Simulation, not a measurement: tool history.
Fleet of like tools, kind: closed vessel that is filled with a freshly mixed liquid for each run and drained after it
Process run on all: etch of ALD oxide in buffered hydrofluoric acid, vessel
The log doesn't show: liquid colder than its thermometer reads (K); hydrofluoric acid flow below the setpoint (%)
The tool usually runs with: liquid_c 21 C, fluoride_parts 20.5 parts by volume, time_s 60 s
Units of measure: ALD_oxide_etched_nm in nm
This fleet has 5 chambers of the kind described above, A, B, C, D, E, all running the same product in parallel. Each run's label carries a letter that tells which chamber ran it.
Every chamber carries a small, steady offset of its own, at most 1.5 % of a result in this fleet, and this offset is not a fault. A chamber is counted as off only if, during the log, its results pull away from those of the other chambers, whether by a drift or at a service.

run,hour,liquid_c,fluoride_parts,time_s,hours since the thermometer was replaced,hours since the hydrofluoric acid flow meter was replaced,"read-back film thickness of the ALD oxide reference wafer, read on the same gauge (nm)",ALD_oxide_etched_nm
1D,6.2,21,20.5,60,473.1,1713,140.02,45.288
2C,10.1,21,20.5,60,677.4,160.5,140.01,45.642
3A,13.6,21,20.5,60,1752,1762,139.98,45.776
4E,19,21,20.5,60,1769.5,102.5,140.02,45.508
5B,25.4,21,20.5,60,674.7,377.8,139.98,44.6
6A,30.5,23.5,20.5,95,1768.9,1778.9,140,83.051
7C,34,23.5,20.5,95,701.3,184.4,140.01,81.476
8E,39.5,23.5,20.5,95,1790,123,140,83.501
9D,42.6,23.5,20.5,95,509.5,1749.4,140,82.663
10B,48.8,23.5,20.5,95,698.1,401.2,139.97,81.76
11D,55,21,20.5,60,521.9,1761.8,139.99,45.586
12A,60.5,21,20.5,60,1798.9,1808.9,140.02,45.832
13E,63.4,21,20.5,60,1813.9,146.9,140.01,45.627
# hour 64.6: chamber D: hydrofluoric acid flow meter replaced
14C,68.5,21,20.5,60,735.8,218.9,140,44.659
15B,73.9,21,20.5,60,723.2,426.3,140.01,44.722
16D,78.3,21,20.5,60,545.2,13.8,139.99,45.495
17B,84.5,21,20.5,60,733.8,436.9,140.02,44.572
18A,88,17.5,14,60,1826.4,1836.4,140,53.995
19C,92.1,17.5,14,60,759.4,242.5,139.98,51.16
20E,96.4,17.5,14,60,1846.9,179.9,139.99,54.32
21C,99.5,17.5,14,60,766.8,249.9,139.99,51.135
22B,105.4,17.5,14,60,754.7,457.8,140.01,53.267
23A,109.8,21,16,50,1848.2,1858.2,140.02,48.208
24E,114.9,21,16,50,1865.4,198.4,140,48.228
25D,119.8,21,16,50,586.7,55.3,140,48.211
26B,122.8,21,16,50,772.1,475.2,140.04,47.766
27A,129.4,21,16,50,1867.8,1877.8,140.01,47.894
28D,135.6,21,20.5,60,602.5,71.1,139.99,45.591
29E,139.4,21,27,40,1889.9,222.9,139.98,25.279
30C,144.2,21,27,40,811.5,294.6,140.02,23.84
31C,149.6,21,27,40,816.9,300,140.03,23.723
32B,154.2,21,27,40,803.5,506.6,139.98,24.692
33A,158.6,21,27,40,1897,1907,139.99,25.017
34E,163.6,21,20.5,60,1914.1,247.1,140.01,45.576
35D,169.8,17,20.5,60,636.7,105.3,140,36.248
36A,173.6,17,20.5,60,1912,1922,139.97,36.674
37B,178.9,17,20.5,60,828.2,531.3,140.01,35.484

Predict what each chamber gives when all 5 of them run the settings below next.
38A,183.8,21,20.5,30,,,,?
38B,183.8,21,20.5,30,,,,?
38C,183.8,21,20.5,30,,,,?
38D,183.8,21,20.5,30,,,,?
38E,183.8,21,20.5,30,,,,?

run,ALD_oxide_etched_nm
38A,22.966
38B,22.384
38C,21.287
38D,22.771
38E,23.042
